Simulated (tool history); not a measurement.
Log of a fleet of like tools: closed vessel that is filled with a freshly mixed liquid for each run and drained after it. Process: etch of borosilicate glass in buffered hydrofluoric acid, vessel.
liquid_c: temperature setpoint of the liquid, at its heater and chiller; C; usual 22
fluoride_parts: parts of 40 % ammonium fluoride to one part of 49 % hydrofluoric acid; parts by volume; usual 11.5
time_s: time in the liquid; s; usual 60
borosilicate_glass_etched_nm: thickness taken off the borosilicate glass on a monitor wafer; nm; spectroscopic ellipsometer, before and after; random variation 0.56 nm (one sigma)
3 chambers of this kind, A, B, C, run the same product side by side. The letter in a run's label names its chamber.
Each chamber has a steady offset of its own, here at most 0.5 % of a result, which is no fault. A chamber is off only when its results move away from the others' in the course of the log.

run,day,liquid_c,fluoride_parts,time_s,hours since the thermometer was replaced,hours since the hydrofluoric acid flow meter was replaced,"read-back film thickness of the borosilicate glass reference wafer, read on the same gauge (nm)",borosilicate_glass_etched_nm
1C,0.354,22,11.5,60,18.9,1305.9,120.00,57.445
2A,0.654,22,11.5,60,39.3,635.4,120.01,58.231
3B,0.888,22,11.5,60,1624.5,1132.4,120.00,58.030
4B,1.304,22,11.5,60,1634.5,1142.4,120.04,59.449
5C,1.746,22,11.5,60,52.3,1339.3,119.98,59.551
6A,1.992,22,11.5,60,71.4,667.5,120.01,57.729
7B,2.312,22,11.5,60,1658.7,1166.6,119.97,58.804
8A,2.571,22,11.5,60,85.3,681.4,119.99,58.553
9C,2.846,22,11.5,60,78.7,1365.7,120.01,58.054
10A,3.158,22,11.5,60,99.4,695.5,120.01,57.318
11C,3.612,24,11.5,60,97.1,1384.1,120.00,64.209
12B,4.033,24,11.5,60,1700.0,1207.9,120.01,64.913
13C,4.504,24,11.5,60,118.5,1405.5,120.00,65.326
14B,4.800,22,11.5,60,1718.4,1226.3,120.03,59.202
15A,5.092,22,11.5,60,145.8,741.9,119.98,57.972
16A,5.404,22,11.5,60,153.3,749.4,119.99,57.678
17C,5.621,22,11.5,60,145.3,1432.3,120.00,58.377
18B,5.958,22,11.5,60,1746.2,1254.1,120.00,57.947
19C,6.421,22,11.5,60,164.5,1451.5,119.99,58.302
20B,6.646,22,11.5,60,1762.7,1270.6,120.01,57.513
21A,6.850,22,11.5,60,188.0,784.1,120.00,56.166
22B,7.267,22,11.5,60,1777.6,1285.5,120.01,58.324
23C,7.667,22,11.5,60,194.4,1481.4,120.00,57.110
24A,7.992,22,11.5,60,215.4,811.5,120.00,56.012
25A,8.262,22,11.5,60,221.9,818.0,120.01,55.725
26C,8.667,22,11.5,60,218.4,1505.4,120.01,58.085
27B,9.054,22,9.5,45,1820.5,1328.4,119.98,51.295
28B,9.454,22,9.5,45,1830.1,1338.0,120.00,51.252

Is one chamber off against the others, does the gauge drift, or is nothing wrong? If a chamber is off, say which, and what the likeliest cause is.

Chamber A drifts away from the others.
Cause: hydrofluoric acid flow below the setpoint (%) = 5.24.
The log may not tell that from: liquid colder than its thermometer reads (K).

Here are 4 candidates for chamber A's next run, each the usual settings with a change, their results left as question marks. Which one brings its results back in line with what the others give on the usual settings?
In line means no further than this from the other chambers' mean on the usual settings: borosilicate_glass_etched_nm 2.000 nm
29A-1,9.792,21.5,12.5,60,,,,?
29A-2,9.792,22.5,10.5,60,,,,?
29A-3,9.792,22.0,11.0,60,,,,?
29A-4,9.792,22.0,12.0,60,,,,?

The other chambers' mean on the usual settings: borosilicate_glass_etched_nm 58.125 nm
run,borosilicate_glass_etched_nm
29A-1,49.672
29A-2,62.085
29A-3,57.787
29A-4,53.085
29A-3 brings the chamber back in line.
